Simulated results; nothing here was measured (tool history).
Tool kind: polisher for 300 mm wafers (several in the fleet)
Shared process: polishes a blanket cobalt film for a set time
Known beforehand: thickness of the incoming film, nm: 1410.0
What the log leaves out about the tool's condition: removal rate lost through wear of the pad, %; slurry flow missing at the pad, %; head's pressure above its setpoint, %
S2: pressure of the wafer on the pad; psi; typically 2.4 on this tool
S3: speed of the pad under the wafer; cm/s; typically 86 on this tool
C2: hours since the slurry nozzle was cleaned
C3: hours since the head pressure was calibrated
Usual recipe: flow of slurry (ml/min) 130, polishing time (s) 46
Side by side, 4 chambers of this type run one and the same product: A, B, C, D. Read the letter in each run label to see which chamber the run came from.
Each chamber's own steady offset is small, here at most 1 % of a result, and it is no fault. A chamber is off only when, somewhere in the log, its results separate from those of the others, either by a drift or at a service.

Run 1C, hour 4.1: usual settings; wafers polished on this pad 647; C2 185.0; C3 655.7. Result: film removed (nm) 229.47.
Run 2D, hour 7.7: usual settings; wafers polished on this pad 997; C2 169.8; C3 139.5. Result: film removed (nm) 231.76.
Run 3A, hour 10.6: usual settings; wafers polished on this pad 1403; C2 16.8; C3 361.0. Result: film removed (nm) 223.46.
Run 4B, hour 16.7: usual settings; wafers polished on this pad 157; C2 193.9; C3 550.2. Result: film removed (nm) 230.69.
Run 5A, hour 21.8: usual settings; wafers polished on this pad 1501; C2 28.0; C3 372.2. Result: film removed (nm) 223.62.
Run 6D, hour 25.0: usual settings; wafers polished on this pad 1147; C2 187.1; C3 156.8. Result: film removed (nm) 234.66.
Run 7C, hour 27.9: usual settings; wafers polished on this pad 854; C2 208.8; C3 679.5. Result: film removed (nm) 231.61.
Run 8B, hour 31.6: usual settings; wafers polished on this pad 287; C2 208.8; C3 565.1. Result: film removed (nm) 227.53.
Run 9C, hour 37.6: usual settings but S2 1.8 psi; wafers polished on this pad 938; C2 218.5; C3 689.2. Result: film removed (nm) 168.02.
At hour 42.3: chamber A: worn pad replaced by a new one.
Run 10D, hour 42.8: usual settings but S2 1.8 psi; wafers polished on this pad 1302; C2 204.9; C3 174.6. Result: film removed (nm) 171.31.
Run 11A, hour 47.8: usual settings but S2 1.8 psi; wafers polished on this pad 47; C2 54.0; C3 398.2. Result: film removed (nm) 173.07.
Run 12B, hour 53.9: usual settings but S2 1.8 psi; wafers polished on this pad 481; C2 231.1; C3 587.4. Result: film removed (nm) 171.20.
Run 13D, hour 59.9: usual settings; wafers polished on this pad 1451; C2 222.0; C3 191.7. Result: film removed (nm) 231.84.
At hour 60.6: chamber D: worn pad replaced by a new one.
Run 14C, hour 63.6: usual settings; wafers polished on this pad 1164; C2 244.5; C3 715.2. Result: film removed (nm) 227.74.
Run 15A, hour 67.0: usual settings; wafers polished on this pad 214; C2 73.2; C3 417.4. Result: film removed (nm) 222.66.
Run 16B, hour 70.9: usual settings; wafers polished on this pad 628; C2 248.1; C3 604.4. Result: film removed (nm) 222.84.
Run 17C, hour 73.7: usual settings; wafers polished on this pad 1252; C2 254.6; C3 725.3. Result: film removed (nm) 225.24.
Run 18D, hour 78.2: usual settings; wafers polished on this pad 153; C2 240.3; C3 210.0. Result: film removed (nm) 232.32.
Run 19B, hour 82.8: usual settings; wafers polished on this pad 732; C2 260.0; C3 616.3. Result: film removed (nm) 227.61.
Run 20A, hour 86.5: usual settings; wafers polished on this pad 384; C2 92.7; C3 436.9. Result: film removed (nm) 224.95.
Run 21C, hour 91.6: usual settings; wafers polished on this pad 1407; C2 272.5; C3 743.2. Result: film removed (nm) 223.30.
At hour 93.5: chamber B: worn pad replaced by a new one.
Run 22A, hour 95.2: usual settings; wafers polished on this pad 459; C2 101.4; C3 445.6. Result: film removed (nm) 225.34.
Run 23D, hour 98.5: usual settings; wafers polished on this pad 329; C2 260.6; C3 230.3. Result: film removed (nm) 232.40.
Run 24B, hour 103.7: usual settings; wafers polished on this pad 89; C2 280.9; C3 637.2. Result: film removed (nm) 223.97.
Run 25C, hour 108.3: usual settings; wafers polished on this pad 1552; C2 289.2; C3 759.9. Result: film removed (nm) 219.20.
Run 26D, hour 114.4: usual settings; wafers polished on this pad 467; C2 276.5; C3 246.2. Result: film removed (nm) 228.37.
Run 27A, hour 118.7: usual settings; wafers polished on this pad 664; C2 124.9; C3 469.1. Result: film removed (nm) 226.45.
Run 28B, hour 124.8: usual settings but S2 2.1 psi; wafers polished on this pad 272; C2 302.0; C3 658.3. Result: film removed (nm) 199.81.
Run 29B, hour 130.5: usual settings but S2 2.1 psi; wafers polished on this pad 321; C2 307.7; C3 664.0. Result: film removed (nm) 197.69.
Run 30D, hour 135.1: usual settings but S2 2.1 psi; wafers polished on this pad 647; C2 297.2; C3 266.9. Result: film removed (nm) 205.52.
Run 31A, hour 139.1: usual settings but S2 2.1 psi; wafers polished on this pad 841; C2 145.3; C3 489.5. Result: film removed (nm) 201.98.
Run 32C, hour 145.2: usual settings; wafers polished on this pad 1873; C2 326.1; C3 796.8. Result: film removed (nm) 208.32.
Run 33D, hour 151.2: usual settings but flow of slurry (ml/min) 110, polishing time (s) 33; wafers polished on this pad 787; C2 313.3; C3 283.0. Result: film removed (nm) 160.70.
Run 34C, hour 156.7: usual settings but flow of slurry (ml/min) 110, polishing time (s) 33; wafers polished on this pad 1973; C2 337.6; C3 808.3. Result: film removed (nm) 145.32.
Run 35B, hour 159.6: usual settings but flow of slurry (ml/min) 110, polishing time (s) 33; wafers polished on this pad 574; C2 336.8; C3 693.1. Result: film removed (nm) 156.64.
Run 36A, hour 162.4: usual settings but flow of slurry (ml/min) 110, polishing time (s) 33; wafers polished on this pad 1043; C2 168.6; C3 512.8. Result: film removed (nm) 155.78.
Run 37A, hour 167.7: usual settings; wafers polished on this pad 1089; C2 173.9; C3 518.1. Result: film removed (nm) 228.33.
Run 38C, hour 172.2: usual settings but polishing time (s) 55; wafers polished on this pad 2108; C2 353.1; C3 823.8. Result: film removed (nm) 252.35.
At hour 172.5: chamber B: worn pad replaced by a new one.
Run 39D, hour 175.4: usual settings but polishing time (s) 55; wafers polished on this pad 997; C2 337.5; C3 307.2. Result: film removed (nm) 274.25.
Run 40B, hour 178.9: usual settings but polishing time (s) 55; wafers polished on this pad 56; C2 356.1; C3 712.4. Result: film removed (nm) 272.68.
Run 41A, hour 181.8: usual settings but polishing time (s) 55; wafers polished on this pad 1212; C2 188.0; C3 532.2. Result: film removed (nm) 271.43.
At hour 182.9: chamber D: slurry nozzle cleaned.
Run 42B, hour 185.4: usual settings; wafers polished on this pad 112; C2 362.6; C3 718.9. Result: film removed (nm) 225.65.
Run 43D, hour 188.2: usual settings; wafers polished on this pad 1109; C2 5.3; C3 320.0. Result: film removed (nm) 230.14.

Is one chamber off against the others, does the gauge drift, or is nothing wrong? If a chamber is off, say which, and what the likeliest cause is.

Little by little, chamber C moves away from the other chambers.
Most likely cause: removal rate lost through wear of the pad, % = 11.9.
It could be hard to tell apart here from: slurry flow missing at the pad, %; head's pressure below its setpoint, %.

Here are 4 candidates for chamber C's next run, each the usual settings with a change, their results left as question marks. Which one brings its results back in line with what the others give on the usual settings?
Counts as in line when no further than this from what the other chambers average on the usual settings: film removed (nm) 8.80
Run 44C-1, hour 192.7: usual settings but S2 2.5 psi, S3 90 cm/s, polishing time (s) 48. Result: film removed (nm) ?.
Run 44C-2, hour 192.7: usual settings but S2 2.3 psi, S3 82 cm/s, polishing time (s) 44. Result: film removed (nm) ?.
Run 44C-3, hour 192.7: usual settings but flow of slurry (ml/min) 135, S2 2.6 psi, S3 96 cm/s. Result: film removed (nm) ?.
Run 44C-4, hour 192.7: usual settings but S3 78 cm/s, polishing time (s) 41. Result: film removed (nm) ?.

Other chambers, usual settings, mean: film removed (nm) 228.24
  run  film removed (nm)
44C-1             227.93
44C-2             175.11
44C-3             244.08
44C-4             162.11
44C-1 puts the chamber back in line with the other chambers.
